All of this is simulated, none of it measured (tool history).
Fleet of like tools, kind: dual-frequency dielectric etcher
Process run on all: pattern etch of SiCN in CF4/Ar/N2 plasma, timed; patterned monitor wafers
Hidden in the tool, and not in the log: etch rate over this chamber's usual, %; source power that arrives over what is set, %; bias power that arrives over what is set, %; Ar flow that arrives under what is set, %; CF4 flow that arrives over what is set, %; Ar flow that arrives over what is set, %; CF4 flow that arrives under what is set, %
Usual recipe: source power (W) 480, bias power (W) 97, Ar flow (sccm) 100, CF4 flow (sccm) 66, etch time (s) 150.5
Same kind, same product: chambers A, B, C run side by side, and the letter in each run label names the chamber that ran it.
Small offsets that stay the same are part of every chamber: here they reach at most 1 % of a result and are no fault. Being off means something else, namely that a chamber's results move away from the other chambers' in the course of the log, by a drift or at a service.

| run | hour | source power (W) | bias power (W) | Ar flow (sccm) | CF4 flow (sccm) | etch time (s) | hours since the last wet clean | hours since the last source power generator calibration | hours since the last bias power generator calibration | hours since the last Ar flow controller change | hours since the last CF4 flow controller change | read-back reference wafer on the same gauge, depth_nm | mean etch depth across the wafer (nm) |
|---|---|---|---|---|---|---|---|---|---|---|---|---|---|
| 1C | 13.2 | 480 | 97 | 100 | 66 | 150.5 | 152.6 | 1290.7 | 1402.9 | 2347.2 | 1581.7 | 165.08 | 150.00 |
| 2B | 25.6 | 480 | 97 | 100 | 66 | 150.5 | 32.5 | 1677.2 | 118.2 | 3495.9 | 1421.2 | 165.14 | 151.43 |
| 3A | 34.7 | 480 | 97 | 100 | 66 | 150.5 | 400.6 | 2724.6 | 685.7 | 3100.0 | 2415.0 | 165.07 | 153.34 |
| 4B | 40.9 | 480 | 97 | 100 | 66 | 150.5 | 47.8 | 1692.5 | 133.5 | 3511.2 | 1436.5 | 164.96 | 151.68 |
| 5C | 48.2 | 480 | 97 | 100 | 78 | 150.5 | 187.6 | 1325.7 | 1437.9 | 2382.2 | 1616.7 | 165.14 | 153.54 |
| 6A | 54.1 | 480 | 97 | 100 | 78 | 150.5 | 420.0 | 2744.0 | 705.1 | 3119.4 | 2434.4 | 164.98 | 155.88 |
| 7A | 64.5 | 480 | 97 | 100 | 78 | 150.5 | 430.4 | 2754.4 | 715.5 | 3129.8 | 2444.8 | 165.03 | 155.57 |
| 8B | 76.9 | 480 | 97 | 100 | 66 | 150.5 | 83.8 | 1728.5 | 169.5 | 3547.2 | 1472.5 | 165.15 | 151.81 |
| 9C | 87.4 | 390 | 97 | 100 | 66 | 150.5 | 226.8 | 1364.9 | 1477.1 | 2421.4 | 1655.9 | 165.01 | 126.32 |
| 10A | 99.9 | 390 | 97 | 100 | 66 | 150.5 | 465.8 | 2789.8 | 750.9 | 3165.2 | 2480.2 | 165.06 | 126.65 |
| 11C | 110.6 | 390 | 97 | 100 | 66 | 150.5 | 250.0 | 1388.1 | 1500.3 | 2444.6 | 1679.1 | 165.05 | 126.94 |
| 12B | 121.1 | 480 | 97 | 100 | 66 | 150.5 | 128.0 | 1772.7 | 213.7 | 3591.4 | 1516.7 | 164.96 | 151.68 |
| 13B | 132.0 | 480 | 97 | 100 | 66 | 150.5 | 138.9 | 1783.6 | 224.6 | 3602.3 | 1527.6 | 164.98 | 151.38 |
|  | 134.4 | chamber A: wet clean of the chamber |
| 14C | 142.2 | 480 | 97 | 100 | 66 | 150.5 | 281.6 | 1419.7 | 1531.9 | 2476.2 | 1710.7 | 164.88 | 150.29 |
| 15A | 148.1 | 480 | 97 | 100 | 66 | 150.5 | 13.8 | 2838.0 | 799.1 | 3213.4 | 2528.4 | 164.93 | 159.33 |
| 16C | 155.3 | 480 | 97 | 100 | 66 | 150.5 | 294.7 | 1432.8 | 1545.0 | 2489.3 | 1723.8 | 164.97 | 150.12 |
| 17B | 164.4 | 480 | 97 | 100 | 66 | 150.5 | 171.3 | 1816.0 | 257.0 | 3634.7 | 1560.0 | 165.06 | 152.14 |
| 18A | 173.7 | 480 | 97 | 100 | 80 | 150.5 | 39.4 | 2863.6 | 824.7 | 3239.0 | 2554.0 | 165.02 | 164.37 |
|  | 185.5 | chamber B: Ar flow controller replaced |
| 19B | 186.0 | 480 | 97 | 100 | 80 | 150.5 | 192.9 | 1837.6 | 278.6 | 0.6 | 1581.6 | 165.10 | 155.91 |
| 20A | 193.0 | 480 | 97 | 100 | 80 | 150.5 | 58.7 | 2882.9 | 844.0 | 3258.3 | 2573.3 | 165.11 | 163.54 |
| 21C | 201.9 | 480 | 97 | 100 | 66 | 150.5 | 341.3 | 1479.4 | 1591.6 | 2535.9 | 1770.4 | 164.99 | 150.63 |
| 22C | 215.2 | 480 | 97 | 100 | 66 | 150.5 | 354.6 | 1492.7 | 1604.9 | 2549.2 | 1783.7 | 165.03 | 150.93 |
| 23B | 224.5 | 480 | 97 | 100 | 66 | 150.5 | 231.4 | 1876.1 | 317.1 | 39.1 | 1620.1 | 165.03 | 152.57 |
| 24A | 234.4 | 480 | 97 | 100 | 66 | 150.5 | 100.1 | 2924.3 | 885.4 | 3299.7 | 2614.7 | 165.18 | 160.14 |
| 25B | 245.9 | 480 | 108 | 100 | 66 | 150.5 | 252.8 | 1897.5 | 338.5 | 60.5 | 1641.5 | 164.98 | 156.54 |
| 26C | 254.0 | 480 | 108 | 100 | 66 | 150.5 | 393.4 | 1531.5 | 1643.7 | 2588.0 | 1822.5 | 164.95 | 155.75 |
| 27A | 267.2 | 480 | 108 | 100 | 66 | 150.5 | 132.9 | 2957.1 | 918.2 | 3332.5 | 2647.5 | 164.93 | 165.98 |
| 28B | 280.0 | 530 | 97 | 100 | 66 | 150.5 | 286.9 | 1931.6 | 372.6 | 94.6 | 1675.6 | 165.05 | 164.82 |
| 29A | 291.8 | 530 | 97 | 100 | 66 | 150.5 | 157.5 | 2981.7 | 942.8 | 3357.1 | 2672.1 | 164.95 | 172.89 |

Is one chamber off against the others, does the gauge drift, or is nothing wrong? If a chamber is off, say which, and what the likeliest cause is.

After it was serviced, chamber A no longer matches the other chambers.
What lies behind it: etch rate over this chamber's usual, % = 4.31.

Here are 4 candidates for chamber A's next run, each the usual settings with a change, their results left as question marks. Which one brings its results back in line with what the others give on the usual settings?
In-line tolerance around the mean of the other chambers on the usual settings: mean etch depth across the wafer (nm) 1.90
| 30A-1 | 301.6 | 480 | 97 | 100 | 66 | 143.0 |  |  |  |  |  |  | ? |
| 30A-2 | 301.6 | 480 | 97 | 99 | 66 | 166.5 |  |  |  |  |  |  | ? |
| 30A-3 | 301.6 | 480 | 97 | 100 | 66 | 158.0 |  |  |  |  |  |  | ? |
| 30A-4 | 301.6 | 480 | 95 | 100 | 65 | 136.5 |  |  |  |  |  |  | ? |

Usual-settings mean across the other chambers: mean etch depth across the wafer (nm) 151.14
| run | mean etch depth across the wafer (nm) |
|---|---|
| 30A-1 | 151.24 |
| 30A-2 | 176.34 |
| 30A-3 | 167.10 |
| 30A-4 | 142.96 |
With 30A-1, the chamber falls back in line with the rest.

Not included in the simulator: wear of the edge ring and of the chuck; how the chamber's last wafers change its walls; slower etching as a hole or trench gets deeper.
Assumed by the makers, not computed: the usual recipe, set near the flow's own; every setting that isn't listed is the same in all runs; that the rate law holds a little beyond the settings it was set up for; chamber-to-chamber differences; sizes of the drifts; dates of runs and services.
